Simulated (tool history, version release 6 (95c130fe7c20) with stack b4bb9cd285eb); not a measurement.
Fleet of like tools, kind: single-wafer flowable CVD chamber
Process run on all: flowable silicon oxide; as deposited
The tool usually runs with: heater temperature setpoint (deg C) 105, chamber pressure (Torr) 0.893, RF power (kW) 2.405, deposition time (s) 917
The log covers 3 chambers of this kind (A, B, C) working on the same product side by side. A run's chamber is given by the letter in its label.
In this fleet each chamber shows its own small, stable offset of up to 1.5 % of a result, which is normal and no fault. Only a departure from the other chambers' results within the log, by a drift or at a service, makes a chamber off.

run	hour	heater temperature setpoint (deg C)	chamber pressure (Torr)	RF power (kW)	deposition time (s)	read-back reference wafer on the same gauge, thickness_nm	mean film thickness on the monitor wafer (nm)
1C	6.1	105	0.893	2.405	917	586.64	555.39
2A	10.8	105	0.893	2.405	917	587.02	562.54
3B	19	105	0.893	2.405	917	586.51	562.74
4C	22.9	105	0.893	2.405	917	585.95	557.11
5B	26.9	105	0.893	2.405	917	585.96	561.84
6A	31.3	105	0.893	2.405	917	587.31	560.31
7A	37	105	0.893	2.405	917	587.25	556.12
8B	45.1	105	0.893	2.405	917	587.42	573.62
9C	52.7	105	0.779	2.095	917	587.39	458.46
10C	56.5	105	0.779	2.095	917	586.97	456.05
11A	62.7	105	0.779	2.095	917	586.93	459.25
12B	68.5	105	0.893	2.405	917	586.94	567.36
13B	72.8	105	0.893	2.405	917	587.93	564.06
14C	78.2	105	0.893	2.405	917	587.26	564.08
15A	84.1	105	0.893	2.405	917	587.37	561.98
16A	90.2	105	0.893	2.405	917	586.69	561.46
17B	96.1	105	0.893	2.405	917	586.37	564.46
18C	101.2	105	0.893	2.405	917	587.15	560.77
19C	107.2	105	0.893	2.405	917	587.41	558.45
20A	111.3	105	0.893	2.405	917	587.04	558
21B	119.3	105	0.893	2.405	917	586.01	567.1
22B	127	105	0.893	2.405	917	586.95	567.37
23A	132.3	105	0.893	2.405	917	586.76	561.71
24C	137	105	0.893	2.405	917	586.8	557.82
# hour 137.4: chamber A: capacitance manometer re-zeroed and calibrated
25C	143.6	105	0.893	2.405	917	586.65	562.03
26A	151.6	105	0.893	2.405	917	586.68	529.56
27B	155.9	105	0.893	2.405	784	587.12	483.6
28A	163	105	0.893	2.405	784	587.14	454.3
29C	170	105	0.893	2.405	784	586.69	476.71
30B	174.6	105	0.893	2.405	917	587.14	570.98
31A	179.4	105	0.893	2.405	917	587.37	528.5
32B	187.3	105	0.893	2.405	917	586.73	563.21
33C	193	105	0.893	2.405	917	586.47	554.54
34B	197.2	105	0.893	2.405	917	587.25	566.18
35A	203.9	105	0.893	2.405	917	587.7	533
36C	209.8	105	0.893	2.405	917	587.18	555.6
37C	217.2	105	0.893	2.405	917	587.19	557.18
38A	224.7	105	0.893	2.405	917	587.09	527.8
39B	231.7	105	0.893	2.405	917	586.83	571.15
40C	239.7	105	0.893	2.405	917	586.88	556.46
41B	247.4	105	0.893	2.405	917	586.27	565.29
42A	252.9	105	0.893	2.405	917	587.29	531.4

Read the log: is a single chamber off, either drifting away or since a service, is the gauge that measures every chamber drifting, or is nothing wrong beyond small per-chamber offsets? Name any odd chamber and what most likely caused it.

After it was serviced, chamber A no longer matches the other chambers.
What lies behind it: true pressure below the setpoint (%) = 4.5.

Here are 4 candidates for chamber A's next run, each the usual settings with a change, their results left as question marks. Which one brings its results back in line with what the others give on the usual settings?
Allowed miss from the other chambers' usual-settings mean, per result, to count as in line: mean film thickness on the monitor wafer (nm) 10
43A-1	258.8	108	0.893	2.405	917		?
43A-2	258.8	103	0.914	2.405	917		?
43A-3	258.8	105	0.936	2.415	917		?
43A-4	258.8	106	0.882	2.405	911		?

The other chambers' mean on the usual settings: mean film thickness on the monitor wafer (nm) 562.16
run	mean film thickness on the monitor wafer (nm)
43A-1	480.41
43A-2	582.55
43A-3	561.62
43A-4	501.48
The right change is 43A-3: it brings the chamber back within the allowed miss of the others.

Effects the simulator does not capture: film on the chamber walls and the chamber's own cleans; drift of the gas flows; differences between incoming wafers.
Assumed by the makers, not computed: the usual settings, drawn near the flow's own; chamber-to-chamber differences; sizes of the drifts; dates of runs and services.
